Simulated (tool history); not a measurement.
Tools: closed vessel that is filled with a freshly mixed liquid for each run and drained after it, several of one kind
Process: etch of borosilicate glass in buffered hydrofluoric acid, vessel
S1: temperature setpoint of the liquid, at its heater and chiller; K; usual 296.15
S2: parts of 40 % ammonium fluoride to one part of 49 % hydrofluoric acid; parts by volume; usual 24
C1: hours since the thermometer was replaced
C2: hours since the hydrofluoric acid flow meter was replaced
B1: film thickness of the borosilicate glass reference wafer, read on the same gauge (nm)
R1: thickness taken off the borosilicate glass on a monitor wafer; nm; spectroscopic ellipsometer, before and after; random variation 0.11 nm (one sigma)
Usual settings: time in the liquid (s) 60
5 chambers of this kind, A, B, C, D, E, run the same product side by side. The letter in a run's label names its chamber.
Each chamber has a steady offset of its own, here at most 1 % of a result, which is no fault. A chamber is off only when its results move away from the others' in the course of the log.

Run 1E, hour 3.7: usual settings; C1 2229; C2 725.5; B1 109.98. Result: R1 31.663 nm.
Run 2A, hour 7.6: usual settings; C1 125.1; C2 79.4; B1 109.98. Result: R1 31.455 nm.
Run 3C, hour 11.9: usual settings; C1 400.7; C2 349.7; B1 110.01. Result: R1 31.293 nm.
Run 4D, hour 17.2: usual settings; C1 542.8; C2 326.9; B1 109.99. Result: R1 31.511 nm.
Run 5B, hour 20.7: usual settings but S1 291.65 K, S2 17 parts by volume; C1 281.4; C2 438.7; B1 110. Result: R1 32.809 nm.
Run 6D, hour 24.9: usual settings but S1 291.65 K, S2 17 parts by volume; C1 550.5; C2 334.6; B1 109.97. Result: R1 32.876 nm.
Run 7B, hour 30.1: usual settings but S1 291.65 K, S2 17 parts by volume; C1 290.8; C2 448.1; B1 109.98. Result: R1 32.786 nm.
Run 8E, hour 32.8: usual settings but S1 291.65 K, S2 17 parts by volume; C1 2258.1; C2 754.6; B1 110.01. Result: R1 33.031 nm.
Run 9A, hour 35.2: usual settings but S1 291.65 K, S2 17 parts by volume; C1 152.7; C2 107; B1 110. Result: R1 32.877 nm.
Run 10C, hour 39.6: usual settings; C1 428.4; C2 377.4; B1 109.96. Result: R1 31.405 nm.
Run 11D, hour 43.4: usual settings; C1 569; C2 353.1; B1 109.97. Result: R1 31.582 nm.
Run 12A, hour 47.1: usual settings; C1 164.6; C2 118.9; B1 110.01. Result: R1 31.524 nm.
Run 13E, hour 50: usual settings; C1 2275.3; C2 771.8; B1 110.01. Result: R1 31.532 nm.
Run 14B, hour 53.2: usual settings; C1 313.9; C2 471.2; B1 109.94. Result: R1 31.43 nm.
Run 15C, hour 58.2: usual settings; C1 447; C2 396; B1 109.96. Result: R1 31.179 nm.
Run 16B, hour 63.4: usual settings; C1 324.1; C2 481.4; B1 110.03. Result: R1 31.369 nm.
Run 17E, hour 68.6: usual settings; C1 2293.9; C2 790.4; B1 109.98. Result: R1 31.493 nm.
Run 18D, hour 73: usual settings; C1 598.6; C2 382.7; B1 109.99. Result: R1 31.545 nm.
Run 19C, hour 77: usual settings; C1 465.8; C2 414.8; B1 109.96. Result: R1 31.079 nm.
Run 20A, hour 80.6: usual settings; C1 198.1; C2 152.4; B1 110.02. Result: R1 31.403 nm.
Run 21A, hour 83.4: usual settings; C1 200.9; C2 155.2; B1 110. Result: R1 31.513 nm.
Run 22D, hour 88.2: usual settings; C1 613.8; C2 397.9; B1 110.03. Result: R1 31.31 nm.
Run 23B, hour 93: usual settings; C1 353.7; C2 511; B1 110.04. Result: R1 31.662 nm.
Run 24C, hour 96.1: usual settings; C1 484.9; C2 433.9; B1 110.01. Result: R1 31.29 nm.
Run 25E, hour 101.3: usual settings; C1 2326.6; C2 823.1; B1 110.04. Result: R1 31.599 nm.
Run 26C, hour 105.2: usual settings; C1 494; C2 443; B1 110.01. Result: R1 31.483 nm.
Run 27B, hour 109.2: usual settings; C1 369.9; C2 527.2; B1 110.03. Result: R1 31.475 nm.
Run 28E, hour 112.8: usual settings; C1 2338.1; C2 834.6; B1 110.02. Result: R1 31.589 nm.
Run 29A, hour 117.1: usual settings; C1 234.6; C2 188.9; B1 110. Result: R1 31.29 nm.
Run 30D, hour 122: usual settings; C1 647.6; C2 431.7; B1 109.98. Result: R1 30.699 nm.
Run 31B, hour 125.2: usual settings but S1 293.65 K; C1 385.9; C2 543.2; B1 109.98. Result: R1 27.356 nm.
Run 32A, hour 128.6: usual settings but S1 293.65 K; C1 246.1; C2 200.4; B1 110.01. Result: R1 27.367 nm.
At hour 130.3: chamber E: thermometer replaced.
Run 33D, hour 131.1: usual settings but S1 293.65 K; C1 656.7; C2 440.8; B1 110.03. Result: R1 26.769 nm.
Run 34C, hour 134.2: usual settings but S1 293.65 K; C1 523; C2 472; B1 109.97. Result: R1 27.483 nm.
Run 35E, hour 139.5: usual settings but S1 293.65 K; C1 9.3; C2 861.3; B1 109.99. Result: R1 27.712 nm.
Run 36B, hour 143.5: usual settings but S1 298.65 K, time in the liquid (s) 90; C1 404.2; C2 561.5; B1 110.05. Result: R1 53.588 nm.
Run 37E, hour 148.4: usual settings but S1 298.65 K, time in the liquid (s) 90; C1 18.2; C2 870.2; B1 109.98. Result: R1 54.39 nm.
Run 38D, hour 153.2: usual settings but S1 298.65 K, time in the liquid (s) 90; C1 678.8; C2 462.9; B1 109.95. Result: R1 51.955 nm.
Run 39A, hour 155.9: usual settings but S1 298.65 K, time in the liquid (s) 90; C1 273.4; C2 227.7; B1 110.01. Result: R1 53.953 nm.
Run 40C, hour 158.8: usual settings but S1 298.65 K, time in the liquid (s) 90; C1 547.6; C2 496.6; B1 110. Result: R1 53.9 nm.
Run 41E, hour 161.1: usual settings; C1 30.9; C2 882.9; B1 109.98. Result: R1 31.707 nm.

Is one chamber off against the others, does the gauge drift, or is nothing wrong? If a chamber is off, say which, and what the likeliest cause is.

Chamber D drifts away from the others.
Cause: hydrofluoric acid flow below the setpoint (%) = 6.16.
The log may not tell that from: liquid colder than its thermometer reads (K).

Here are 4 candidates for chamber D's next run, each the usual settings with a change, their results left as question marks. Which one brings its results back in line with what the others give on the usual settings?
In line means no further than this from the other chambers' mean on the usual settings: R1 0.38 nm
Run 42D-1, hour 165: usual settings but S2 24.5 parts by volume. Result: R1 ?.
Run 42D-2, hour 165: usual settings but S2 23.5 parts by volume. Result: R1 ?.
Run 42D-3, hour 165: usual settings but S1 295.65 K, S2 24.5 parts by volume. Result: R1 ?.
Run 42D-4, hour 165: usual settings but S1 296.65 K, S2 23.5 parts by volume. Result: R1 ?.

The other chambers' mean on the usual settings: R1 31.472 nm
  run      R1
42D-1  29.779
42D-2  30.651
42D-3  28.996
42D-4  31.494
42D-4 brings the chamber back in line.
